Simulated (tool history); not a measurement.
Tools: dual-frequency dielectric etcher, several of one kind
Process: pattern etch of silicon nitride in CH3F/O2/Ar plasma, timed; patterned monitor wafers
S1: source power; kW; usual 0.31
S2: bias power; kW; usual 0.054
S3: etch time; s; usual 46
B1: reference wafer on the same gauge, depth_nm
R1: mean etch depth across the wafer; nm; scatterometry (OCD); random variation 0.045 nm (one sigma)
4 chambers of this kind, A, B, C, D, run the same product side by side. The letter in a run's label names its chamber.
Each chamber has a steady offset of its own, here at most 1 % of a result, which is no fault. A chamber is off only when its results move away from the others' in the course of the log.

Run 1A, hour 6.9: usual settings; B1 31.604. Result: R1 26.541 nm.
Run 2C, hour 15: usual settings; B1 31.605. Result: R1 26.456 nm.
Run 3B, hour 21.1: usual settings; B1 31.611. Result: R1 26.674 nm.
Run 4D, hour 26.9: usual settings; B1 31.63. Result: R1 26.328 nm.
Run 5A, hour 37.3: usual settings; B1 31.635. Result: R1 26.652 nm.
Run 6C, hour 42.1: usual settings; B1 31.631. Result: R1 26.442 nm.
Run 7D, hour 49.7: usual settings; B1 31.649. Result: R1 26.337 nm.
Run 8B, hour 57.4: usual settings; B1 31.65. Result: R1 26.685 nm.
Run 9D, hour 62: usual settings; B1 31.643. Result: R1 26.386 nm.
Run 10C, hour 69.2: usual settings; B1 31.652. Result: R1 26.475 nm.
Run 11A, hour 74.4: usual settings but S1 0.39 kW, S2 0.042 kW; B1 31.65. Result: R1 26.987 nm.
Run 12B, hour 84.4: usual settings but S1 0.39 kW, S2 0.042 kW; B1 31.659. Result: R1 27.012 nm.
Run 13D, hour 93.4: usual settings but S1 0.39 kW, S2 0.042 kW; B1 31.662. Result: R1 26.701 nm.
Run 14C, hour 103.7: usual settings but S1 0.39 kW, S2 0.042 kW; B1 31.687. Result: R1 26.806 nm.
Run 15B, hour 111.7: usual settings; B1 31.706. Result: R1 26.761 nm.
Run 16A, hour 120.4: usual settings; B1 31.686. Result: R1 26.64 nm.
Run 17D, hour 128.1: usual settings; B1 31.702. Result: R1 26.489 nm.
Run 18A, hour 137.4: usual settings; B1 31.7. Result: R1 26.829 nm.
Run 19B, hour 143.9: usual settings but S3 58.5 s; B1 31.705. Result: R1 34.074 nm.
At hour 146: chamber A: source power generator calibrated.
Run 20C, hour 149.1: usual settings but S3 58.5 s; B1 31.73. Result: R1 33.677 nm.
At hour 152.2: chamber C: wet clean of the chamber.
Run 21A, hour 155.2: usual settings but S3 58.5 s; B1 31.717. Result: R1 34.006 nm.
Run 22B, hour 160.2: usual settings but S3 58.5 s; B1 31.727. Result: R1 34.127 nm.
Run 23D, hour 168.5: usual settings; B1 31.729. Result: R1 26.497 nm.
At hour 169.1: chamber A: bias power generator calibrated.
At hour 169.6: chamber C: source power generator calibrated.
Run 24C, hour 173.2: usual settings; B1 31.744. Result: R1 26.517 nm.
Run 25A, hour 182.4: usual settings; B1 31.737. Result: R1 26.83 nm.
Run 26B, hour 188.1: usual settings; B1 31.747. Result: R1 26.842 nm.
Run 27C, hour 194: usual settings; B1 31.763. Result: R1 26.464 nm.
Run 28D, hour 201.5: usual settings; B1 31.763. Result: R1 26.496 nm.
Run 29B, hour 208.7: usual settings; B1 31.752. Result: R1 26.852 nm.
Run 30D, hour 213.6: usual settings; B1 31.781. Result: R1 26.498 nm.
Run 31C, hour 224: usual settings; B1 31.775. Result: R1 26.637 nm.
Run 32A, hour 228.9: usual settings; B1 31.766. Result: R1 26.837 nm.
Run 33C, hour 234.3: usual settings; B1 31.798. Result: R1 26.55 nm.
Run 34A, hour 240.1: usual settings; B1 31.773. Result: R1 26.747 nm.
Run 35B, hour 246.5: usual settings; B1 31.769. Result: R1 26.774 nm.
Run 36D, hour 253.5: usual settings but S1 0.28 kW, S2 0.064 kW; B1 31.785. Result: R1 27.082 nm.
Run 37D, hour 261.4: usual settings but S1 0.28 kW, S2 0.064 kW; B1 31.804. Result: R1 27.066 nm.
Run 38A, hour 270.8: usual settings but S1 0.28 kW, S2 0.064 kW; B1 31.812. Result: R1 27.327 nm.
Run 39C, hour 275.9: usual settings but S1 0.28 kW, S2 0.064 kW; B1 31.83. Result: R1 27.128 nm.

What goes on in this fleet: one chamber off, a drifting gauge, or nothing beyond the chambers' own small offsets? Name the chamber and the cause, if any.

The gauge drifts, so all chambers seem to drift together. No chamber is off.
Cause: gauge reads high (%) = 0.703.
